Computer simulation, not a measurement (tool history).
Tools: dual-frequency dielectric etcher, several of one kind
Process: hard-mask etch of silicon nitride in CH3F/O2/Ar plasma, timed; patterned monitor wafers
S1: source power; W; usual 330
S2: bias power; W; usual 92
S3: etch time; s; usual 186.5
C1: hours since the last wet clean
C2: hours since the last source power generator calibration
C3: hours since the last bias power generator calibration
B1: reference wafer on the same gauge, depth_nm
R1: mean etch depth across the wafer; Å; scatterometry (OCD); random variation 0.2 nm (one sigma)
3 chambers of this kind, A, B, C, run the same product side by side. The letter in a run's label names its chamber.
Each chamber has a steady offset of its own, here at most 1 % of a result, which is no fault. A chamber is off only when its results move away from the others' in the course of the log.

run,day,S1,S2,S3,C1,C2,C3,B1,R1
1C,0.483,330,92,186.5,24.3,899.6,170.7,154.01,1331.6
2A,0.950,330,92,186.5,256.2,1541.5,3627.1,153.97,1321.5
3B,1.283,330,92,186.5,370.3,240.6,1167.0,153.88,1317.2
4A,1.733,330,92,186.5,275.0,1560.3,3645.9,153.94,1321.4
5B,2.138,330,92,186.5,390.8,261.1,1187.5,153.81,1318.0
6C,2.596,330,84,186.5,75.0,950.3,221.4,153.89,1287.6
7B,2.929,330,84,186.5,409.8,280.1,1206.5,153.84,1273.8
8A,3.221,330,84,186.5,310.7,1596.0,3681.6,153.84,1274.6
9C,3.462,290,80,186.5,95.8,971.1,242.2,153.78,1202.6
10A,3.958,290,80,186.5,328.4,1613.7,3699.3,153.76,1196.3
11B,4.204,290,80,186.5,440.4,310.7,1237.1,153.72,1189.8
12C,4.608,330,92,186.5,123.3,998.6,269.7,153.75,1334.4
13A,4.950,330,92,186.5,352.2,1637.5,3723.1,153.65,1318.0
14B,5.254,330,92,186.5,465.6,335.9,1262.3,153.73,1310.3
15C,5.679,330,92,186.5,149.0,1024.3,295.4,153.72,1330.2
16C,6.196,330,92,186.5,161.4,1036.7,307.8,153.64,1329.1
17A,6.438,330,92,186.5,387.9,1673.2,3758.8,153.67,1318.4
# day 6.446: chamber B: wet clean of the chamber
18B,6.858,330,80,186.5,10.0,374.4,1300.8,153.59,1249.1
19A,7.117,330,80,186.5,404.2,1689.5,3775.1,153.57,1253.9
20C,7.529,330,80,186.5,193.4,1068.7,339.8,153.55,1267.8
21B,7.888,330,92,186.5,34.7,399.1,1325.5,153.54,1313.6
22B,8.233,330,92,186.5,43.0,407.4,1333.8,153.52,1316.8
23C,8.650,330,92,186.5,220.3,1095.6,366.7,153.48,1330.9
24A,9.025,330,92,186.5,450.0,1735.3,3820.9,153.47,1319.0
25A,9.496,260,107,186.5,461.3,1746.6,3832.2,153.45,1272.8
26C,9.796,260,107,186.5,247.8,1123.1,394.2,153.47,1284.1
27B,10.104,260,107,186.5,87.9,452.3,1378.7,153.47,1271.6
28B,10.600,330,92,186.5,99.8,464.2,1390.6,153.48,1311.3
29C,11.146,330,92,186.5,280.2,1155.5,426.6,153.41,1325.6
30A,11.454,330,92,186.5,508.3,1793.6,3879.2,153.37,1313.0
31A,11.896,330,92,186.5,518.9,1804.2,3889.8,153.39,1316.8
32B,12.300,330,92,186.5,140.6,505.0,1431.4,153.31,1311.8
33C,12.838,330,92,186.5,320.8,1196.1,467.2,153.26,1326.1
34C,13.146,330,92,186.5,328.2,1203.5,474.6,153.25,1328.7
35B,13.392,330,92,186.5,166.8,531.2,1457.6,153.22,1311.2
36A,13.892,330,92,186.5,566.8,1852.1,3937.7,153.21,1316.4
37B,14.138,330,92,186.5,184.7,549.1,1475.5,153.24,1308.6
38C,14.604,330,92,186.5,363.2,1238.5,509.6,153.18,1326.2
39A,15.042,330,92,186.5,594.4,1879.7,3965.3,153.12,1317.0
40C,15.288,330,92,186.5,379.6,1254.9,526.0,153.14,1324.2
41B,15.583,390,102,186.5,219.4,583.8,1510.2,153.13,1451.6
42A,16.042,390,102,186.5,618.4,1903.7,3989.3,153.10,1449.2
43B,16.362,390,102,186.5,238.1,602.5,1528.9,153.14,1446.4

All 3 chambers run these settings next. Forecast each chamber's results:
44A,16.750,330,101,186.5,,,,,?
44B,16.750,330,101,186.5,,,,,?
44C,16.750,330,101,186.5,,,,,?

run,R1
44A,1358.8
44B,1356.3
44C,1367.8

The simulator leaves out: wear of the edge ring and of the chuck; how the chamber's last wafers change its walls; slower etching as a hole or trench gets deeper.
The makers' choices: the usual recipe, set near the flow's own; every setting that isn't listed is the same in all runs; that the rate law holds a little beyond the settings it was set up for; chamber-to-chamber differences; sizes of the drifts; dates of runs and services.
